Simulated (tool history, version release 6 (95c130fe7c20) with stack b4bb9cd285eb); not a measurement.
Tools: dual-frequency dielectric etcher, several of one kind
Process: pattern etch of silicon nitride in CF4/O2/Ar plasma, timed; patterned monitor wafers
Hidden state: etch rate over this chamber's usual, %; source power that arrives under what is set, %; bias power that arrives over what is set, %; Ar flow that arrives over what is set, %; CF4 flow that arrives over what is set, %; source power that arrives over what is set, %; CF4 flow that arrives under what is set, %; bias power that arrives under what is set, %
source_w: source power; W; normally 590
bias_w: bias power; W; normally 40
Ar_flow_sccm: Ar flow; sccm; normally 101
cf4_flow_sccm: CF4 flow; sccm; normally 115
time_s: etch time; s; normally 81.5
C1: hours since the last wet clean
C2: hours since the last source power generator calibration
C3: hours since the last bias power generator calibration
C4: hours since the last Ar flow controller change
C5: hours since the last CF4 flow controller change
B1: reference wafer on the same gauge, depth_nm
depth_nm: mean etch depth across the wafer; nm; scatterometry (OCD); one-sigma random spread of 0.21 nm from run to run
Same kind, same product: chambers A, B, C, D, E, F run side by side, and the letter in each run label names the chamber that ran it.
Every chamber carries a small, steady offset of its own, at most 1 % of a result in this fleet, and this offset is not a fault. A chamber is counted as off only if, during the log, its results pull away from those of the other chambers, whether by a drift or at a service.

-- hour=0.7 chamber A: wet clean of the chamber
run 1B hour=3.0 | source_w=590 bias_w=40 Ar_flow_sccm=101 cf4_flow_sccm=115 time_s=81.5 | C1=210.6 C2=128.8 C3=378.4 C4=1023.0 C5=1725.0 | B1=197.97 | depth_nm=169.60
run 2D hour=8.4 | source_w=590 bias_w=40 Ar_flow_sccm=101 cf4_flow_sccm=115 time_s=81.5 | C1=77.4 C2=1429.4 C3=2294.5 C4=3405.9 C5=2317.7 | B1=198.06 | depth_nm=167.80
run 3A hour=11.1 | source_w=590 bias_w=40 Ar_flow_sccm=101 cf4_flow_sccm=115 time_s=81.5 | C1=10.4 C2=907.5 C3=1944.0 C4=968.8 C5=722.3 | B1=198.04 | depth_nm=166.64
run 4F hour=15.4 | source_w=590 bias_w=40 Ar_flow_sccm=101 cf4_flow_sccm=115 time_s=81.5 | C1=230.2 C2=2073.2 C3=1558.5 C4=1679.1 C5=1803.9 | B1=198.12 | depth_nm=168.71
run 5E hour=19.0 | source_w=590 bias_w=40 Ar_flow_sccm=101 cf4_flow_sccm=115 time_s=81.5 | C1=407.6 C2=1334.3 C3=52.9 C4=3973.4 C5=2922.3 | B1=198.10 | depth_nm=167.83
run 6C hour=22.6 | source_w=590 bias_w=40 Ar_flow_sccm=101 cf4_flow_sccm=115 time_s=81.5 | C1=353.5 C2=549.7 C3=3205.7 C4=5460.1 C5=1699.6 | B1=198.07 | depth_nm=168.37
run 7C hour=27.9 | source_w=590 bias_w=40 Ar_flow_sccm=101 cf4_flow_sccm=115 time_s=81.5 | C1=358.8 C2=555.0 C3=3211.0 C4=5465.4 C5=1704.9 | B1=198.11 | depth_nm=168.35
run 8A hour=31.6 | source_w=590 bias_w=40 Ar_flow_sccm=101 cf4_flow_sccm=115 time_s=81.5 | C1=30.9 C2=928.0 C3=1964.5 C4=989.3 C5=742.8 | B1=198.25 | depth_nm=166.51
run 9D hour=37.3 | source_w=590 bias_w=50 Ar_flow_sccm=101 cf4_flow_sccm=94 time_s=81.5 | C1=106.3 C2=1458.3 C3=2323.4 C4=3434.8 C5=2346.6 | B1=198.16 | depth_nm=176.94
run 10E hour=42.4 | source_w=590 bias_w=50 Ar_flow_sccm=101 cf4_flow_sccm=94 time_s=81.5 | C1=431.0 C2=1357.7 C3=76.3 C4=3996.8 C5=2945.7 | B1=198.21 | depth_nm=177.36
run 11B hour=47.4 | source_w=590 bias_w=50 Ar_flow_sccm=101 cf4_flow_sccm=94 time_s=81.5 | C1=255.0 C2=173.2 C3=422.8 C4=1067.4 C5=1769.4 | B1=198.27 | depth_nm=179.04
run 12F hour=50.7 | source_w=590 bias_w=50 Ar_flow_sccm=101 cf4_flow_sccm=94 time_s=81.5 | C1=265.5 C2=2108.5 C3=1593.8 C4=1714.4 C5=1839.2 | B1=198.22 | depth_nm=178.16
run 13D hour=55.8 | source_w=590 bias_w=50 Ar_flow_sccm=101 cf4_flow_sccm=94 time_s=81.5 | C1=124.8 C2=1476.8 C3=2341.9 C4=3453.3 C5=2365.1 | B1=198.29 | depth_nm=177.25
run 14F hour=60.8 | source_w=590 bias_w=50 Ar_flow_sccm=101 cf4_flow_sccm=94 time_s=81.5 | C1=275.6 C2=2118.6 C3=1603.9 C4=1724.5 C5=1849.3 | B1=198.21 | depth_nm=178.44
run 15B hour=63.6 | source_w=590 bias_w=40 Ar_flow_sccm=101 cf4_flow_sccm=115 time_s=95.5 | C1=271.2 C2=189.4 C3=439.0 C4=1083.6 C5=1785.6 | B1=198.32 | depth_nm=198.95
-- hour=64.8 chamber C: wet clean of the chamber
run 16E hour=68.5 | source_w=590 bias_w=40 Ar_flow_sccm=101 cf4_flow_sccm=115 time_s=95.5 | C1=457.1 C2=1383.8 C3=102.4 C4=4022.9 C5=2971.8 | B1=198.34 | depth_nm=197.32
run 17A hour=73.0 | source_w=590 bias_w=40 Ar_flow_sccm=101 cf4_flow_sccm=115 time_s=95.5 | C1=72.3 C2=969.4 C3=2005.9 C4=1030.7 C5=784.2 | B1=198.32 | depth_nm=196.04
run 18C hour=77.9 | source_w=590 bias_w=40 Ar_flow_sccm=101 cf4_flow_sccm=115 time_s=95.5 | C1=13.1 C2=605.0 C3=3261.0 C4=5515.4 C5=1754.9 | B1=198.32 | depth_nm=197.63
run 19A hour=83.7 | source_w=590 bias_w=40 Ar_flow_sccm=101 cf4_flow_sccm=115 time_s=95.5 | C1=83.0 C2=980.1 C3=2016.6 C4=1041.4 C5=794.9 | B1=198.38 | depth_nm=196.01
run 20C hour=88.1 | source_w=590 bias_w=40 Ar_flow_sccm=101 cf4_flow_sccm=115 time_s=95.5 | C1=23.3 C2=615.2 C3=3271.2 C4=5525.6 C5=1765.1 | B1=198.44 | depth_nm=197.27
run 21E hour=91.5 | source_w=590 bias_w=40 Ar_flow_sccm=101 cf4_flow_sccm=115 time_s=81.5 | C1=480.1 C2=1406.8 C3=125.4 C4=4045.9 C5=2994.8 | B1=198.50 | depth_nm=168.61
run 22D hour=94.7 | source_w=590 bias_w=37 Ar_flow_sccm=80 cf4_flow_sccm=115 time_s=81.5 | C1=163.7 C2=1515.7 C3=2380.8 C4=3492.2 C5=2404.0 | B1=198.44 | depth_nm=168.33
run 23F hour=99.8 | source_w=590 bias_w=37 Ar_flow_sccm=80 cf4_flow_sccm=115 time_s=81.5 | C1=314.6 C2=2157.6 C3=1642.9 C4=1763.5 C5=1888.3 | B1=198.53 | depth_nm=169.73
run 24B hour=105.1 | source_w=590 bias_w=37 Ar_flow_sccm=80 cf4_flow_sccm=115 time_s=81.5 | C1=312.7 C2=230.9 C3=480.5 C4=1125.1 C5=1827.1 | B1=198.53 | depth_nm=170.11
run 25B hour=108.2 | source_w=590 bias_w=37 Ar_flow_sccm=80 cf4_flow_sccm=115 time_s=81.5 | C1=315.8 C2=234.0 C3=483.6 C4=1128.2 C5=1830.2 | B1=198.58 | depth_nm=170.48
run 26A hour=111.6 | source_w=590 bias_w=37 Ar_flow_sccm=80 cf4_flow_sccm=115 time_s=81.5 | C1=110.9 C2=1008.0 C3=2044.5 C4=1069.3 C5=822.8 | B1=198.53 | depth_nm=167.99
run 27F hour=115.5 | source_w=590 bias_w=37 Ar_flow_sccm=80 cf4_flow_sccm=115 time_s=81.5 | C1=330.3 C2=2173.3 C3=1658.6 C4=1779.2 C5=1904.0 | B1=198.57 | depth_nm=170.00
run 28E hour=120.1 | source_w=590 bias_w=40 Ar_flow_sccm=101 cf4_flow_sccm=115 time_s=81.5 | C1=508.7 C2=1435.4 C3=154.0 C4=4074.5 C5=3023.4 | B1=198.62 | depth_nm=168.74
run 29C hour=124.9 | source_w=590 bias_w=40 Ar_flow_sccm=117 cf4_flow_sccm=90 time_s=81.5 | C1=60.1 C2=652.0 C3=3308.0 C4=5562.4 C5=1801.9 | B1=198.58 | depth_nm=159.62
run 30D hour=129.4 | source_w=590 bias_w=40 Ar_flow_sccm=117 cf4_flow_sccm=90 time_s=81.5 | C1=198.4 C2=1550.4 C3=2415.5 C4=3526.9 C5=2438.7 | B1=198.61 | depth_nm=159.26
run 31A hour=135.1 | source_w=590 bias_w=40 Ar_flow_sccm=117 cf4_flow_sccm=90 time_s=81.5 | C1=134.4 C2=1031.5 C3=2068.0 C4=1092.8 C5=846.3 | B1=198.70 | depth_nm=158.50
run 32C hour=140.8 | source_w=590 bias_w=40 Ar_flow_sccm=117 cf4_flow_sccm=90 time_s=81.5 | C1=76.0 C2=667.9 C3=3323.9 C4=5578.3 C5=1817.8 | B1=198.72 | depth_nm=159.57
run 33F hour=144.6 | source_w=590 bias_w=40 Ar_flow_sccm=117 cf4_flow_sccm=90 time_s=81.5 | C1=359.4 C2=2202.4 C3=1687.7 C4=1808.3 C5=1933.1 | B1=198.64 | depth_nm=160.19
-- hour=145.5 chamber C: CF4 flow controller replaced
run 34D hour=148.9 | source_w=590 bias_w=40 Ar_flow_sccm=117 cf4_flow_sccm=90 time_s=81.5 | C1=217.9 C2=1569.9 C3=2435.0 C4=3546.4 C5=2458.2 | B1=198.73 | depth_nm=159.19
run 35B hour=153.3 | source_w=590 bias_w=40 Ar_flow_sccm=101 cf4_flow_sccm=115 time_s=81.5 | C1=360.9 C2=279.1 C3=528.7 C4=1173.3 C5=1875.3 | B1=198.77 | depth_nm=170.19
-- hour=154.6 chamber E: wet clean of the chamber
-- hour=156.1 chamber F: wet clean of the chamber
run 36E hour=157.1 | source_w=590 bias_w=40 Ar_flow_sccm=101 cf4_flow_sccm=115 time_s=81.5 | C1=2.6 C2=1472.4 C3=191.0 C4=4111.5 C5=3060.4 | B1=198.80 | depth_nm=168.71
run 37B hour=160.9 | source_w=590 bias_w=40 Ar_flow_sccm=101 cf4_flow_sccm=115 time_s=81.5 | C1=368.5 C2=286.7 C3=536.3 C4=1180.9 C5=1882.9 | B1=198.78 | depth_nm=170.18
run 38E hour=163.5 | source_w=590 bias_w=40 Ar_flow_sccm=101 cf4_flow_sccm=115 time_s=81.5 | C1=9.0 C2=1478.8 C3=197.4 C4=4117.9 C5=3066.8 | B1=198.76 | depth_nm=168.74
run 39C hour=169.4 | source_w=590 bias_w=40 Ar_flow_sccm=101 cf4_flow_sccm=115 time_s=81.5 | C1=104.6 C2=696.5 C3=3352.5 C4=5606.9 C5=23.9 | B1=198.89 | depth_nm=168.73
run 40A hour=174.9 | source_w=590 bias_w=40 Ar_flow_sccm=101 cf4_flow_sccm=105 time_s=64.0 | C1=174.2 C2=1071.3 C3=2107.8 C4=1132.6 C5=886.1 | B1=198.91 | depth_nm=130.26
run 41F hour=180.7 | source_w=590 bias_w=40 Ar_flow_sccm=101 cf4_flow_sccm=105 time_s=64.0 | C1=24.6 C2=2238.5 C3=1723.8 C4=1844.4 C5=1969.2 | B1=198.93 | depth_nm=131.29
run 42D hour=185.4 | source_w=590 bias_w=40 Ar_flow_sccm=101 cf4_flow_sccm=105 time_s=64.0 | C1=254.4 C2=1606.4 C3=2471.5 C4=3582.9 C5=2494.7 | B1=199.00 | depth_nm=130.84
run 43F hour=188.3 | source_w=590 bias_w=40 Ar_flow_sccm=101 cf4_flow_sccm=105 time_s=64.0 | C1=32.2 C2=2246.1 C3=1731.4 C4=1852.0 C5=1976.8 | B1=198.96 | depth_nm=131.66
run 44E hour=192.7 | source_w=590 bias_w=40 Ar_flow_sccm=101 cf4_flow_sccm=105 time_s=64.0 | C1=38.2 C2=1508.0 C3=226.6 C4=4147.1 C5=3096.0 | B1=198.99 | depth_nm=130.98

One chamber off, gauge drift, or nothing amiss beyond the chambers' own small offsets? If it is a chamber, which one, and what is the likeliest cause?

None of the chambers is off. What moves is the gauge, dragging all their readings along together.
Likeliest cause: gauge reads high (%) = 0.501.
